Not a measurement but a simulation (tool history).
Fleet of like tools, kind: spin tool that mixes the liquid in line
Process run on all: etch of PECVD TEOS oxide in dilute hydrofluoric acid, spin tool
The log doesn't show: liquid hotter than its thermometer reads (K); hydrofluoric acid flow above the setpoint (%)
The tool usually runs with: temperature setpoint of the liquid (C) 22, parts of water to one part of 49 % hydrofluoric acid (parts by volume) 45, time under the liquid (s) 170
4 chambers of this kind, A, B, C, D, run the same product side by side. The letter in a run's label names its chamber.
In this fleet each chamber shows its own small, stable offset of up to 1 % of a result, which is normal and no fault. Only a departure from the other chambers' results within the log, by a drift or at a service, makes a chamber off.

run   hour  temperature setpoint of the liquid (C)  parts of water to one part of 49 % hydrofluoric acid (parts by volume)  time under the liquid (s)  hours since the thermometer was replaced  hours since the hydrofluoric acid flow meter was replaced  read-back film thickness of the PECVD TEOS oxide reference wafer, read on the same gauge (nm)  thickness taken off the PECVD TEOS oxide on a monitor wafer (nm)
 1C    6.7                                      22                                                                      45                        170                                    1293.7                                                      119.0                                                                                         89.985                                                            53.625
 2B   16.8                                      22                                                                      45                        170                                     175.5                                                     2236.5                                                                                         90.004                                                            52.287
 3D   23.3                                      22                                                                      45                        170                                     597.4                                                      604.7                                                                                         90.014                                                            53.281
 4A   33.4                                      22                                                                      45                        170                                    1190.2                                                      191.7                                                                                         90.011                                                            53.582
 5A   39.4                                      22                                                                      25                        170                                    1196.2                                                      197.7                                                                                         90.000                                                            98.279
 6B   44.7                                      22                                                                      25                        170                                     203.4                                                     2264.4                                                                                         90.051                                                            97.841
 7D   55.5                                      22                                                                      25                        170                                     629.6                                                      636.9                                                                                         90.024                                                           100.460
 8C   67.1                                      22                                                                      25                        170                                    1354.1                                                      179.4                                                                                         89.983                                                            97.777
 9C   73.2                                      20                                                                      45                        170                                    1360.2                                                      185.5                                                                                         89.990                                                            48.827
10D   79.7                                      20                                                                      45                        170                                     653.8                                                      661.1                                                                                         90.026                                                            49.000
11A   85.7                                      20                                                                      45                        170                                    1242.5                                                      244.0                                                                                         90.006                                                            48.963
12B   97.2                                      20                                                                      45                        170                                     255.9                                                     2316.9                                                                                         90.041                                                            48.408
13D  107.1                                      22                                                                      45                        170                                     681.2                                                      688.5                                                                                         90.027                                                            53.581
14C  118.2                                      22                                                                      45                        170                                    1405.2                                                      230.5                                                                                         89.981                                                            53.052
15A  125.3                                      22                                                                      45                        170                                    1282.1                                                      283.6                                                                                         89.982                                                            53.861
     130.7  -- chamber B: hydrofluoric acid flow meter replaced
16B  132.8                                      22                                                                      45                        170                                     291.5                                                        2.1                                                                                         89.981                                                            52.735
17D  144.1                                      22                                                                      45                        270                                     718.2                                                      725.5                                                                                         90.017                                                            85.812
     145.8  -- chamber A: thermometer replaced
18B  153.0                                      22                                                                      45                        270                                     311.7                                                       22.3                                                                                         90.013                                                            83.725
19C  163.3                                      22                                                                      45                        270                                    1450.3                                                      275.6                                                                                         89.995                                                            83.896
20A  171.6                                      22                                                                      45                        270                                      25.9                                                      329.9                                                                                         90.006                                                            85.032
21C  182.0                                      25                                                                      45                        105                                    1469.0                                                      294.3                                                                                         90.038                                                            37.334
22D  188.4                                      25                                                                      45                        105                                     762.5                                                      769.8                                                                                         90.006                                                            37.490
23A  194.6                                      25                                                                      45                        105                                      48.9                                                      352.9                                                                                         89.965                                                            37.502
24B  206.2                                      25                                                                      45                        105                                     364.9                                                       75.5                                                                                         89.981                                                            37.158
25C  217.6                                      22                                                                      45                        170                                    1504.6                                                      329.9                                                                                         89.954                                                            53.174
26D  225.1                                      22                                                                      45                        170                                     799.2                                                      806.5                                                                                         90.008                                                            53.580
27B  232.3                                      22                                                                      45                        100                                     391.0                                                      101.6                                                                                         90.048                                                            31.035
28A  242.4                                      22                                                                      45                        100                                      96.7                                                      400.7                                                                                         90.021                                                            31.296
     243.9  -- chamber D: hydrofluoric acid flow meter replaced
29B  249.9                                      22                                                                      45                        100                                     408.6                                                      119.2                                                                                         90.022                                                            31.029
30C  256.6                                      22                                                                      45                        100                                    1543.6                                                      368.9                                                                                         90.017                                                            31.545
31D  263.4                                      22                                                                      45                        170                                     837.5                                                       19.5                                                                                         89.977                                                            53.604
32A  271.9                                      22                                                                      45                        170                                     126.2                                                      430.2                                                                                         90.003                                                            52.571
33D  282.7                                      22                                                                      45                        170                                     856.8                                                       38.8                                                                                         89.956                                                            53.567
34A  289.6                                      22                                                                      45                        170                                     143.9                                                      447.9                                                                                         89.945                                                            53.806
35C  295.1                                      22                                                                      45                        170                                    1582.1                                                      407.4                                                                                         89.970                                                            53.078
36B  304.6                                      22                                                                      45                        170                                     463.3                                                      173.9                                                                                         90.016                                                            52.627
37A  314.5                                      22                                                                      45                        170                                     168.8                                                      472.8                                                                                         90.042                                                            53.565
38B  321.6                                      22                                                                      45                        170                                     480.3                                                      190.9                                                                                         89.998                                                            53.167
39D  330.3                                      22                                                                      45                        170                                     904.4                                                       86.4                                                                                         90.009                                                            53.058
40C  338.9                                      22                                                                      45                        170                                    1625.9                                                      451.2                                                                                         89.986                                                            52.787
41D  348.1                                      22                                                                      45                        170                                     922.2                                                      104.2                                                                                         90.042                                                            53.114
42C  357.2                                      22                                                                      30                        170                                    1644.2                                                      469.5                                                                                         89.966                                                            81.083
43B  364.9                                      22                                                                      30                        170                                     523.6                                                      234.2                                                                                         90.022                                                            80.528
44A  373.9                                      22                                                                      30                        170                                     228.2                                                      532.2                                                                                         89.966                                                            81.527

Is one chamber out of step, is the gauge drifting, or do the chambers differ by no more than their own small offsets? For an off chamber, give its letter and the likeliest cause.

All chambers stay in line apart from their small fixed offsets, and the gauge does not drift.
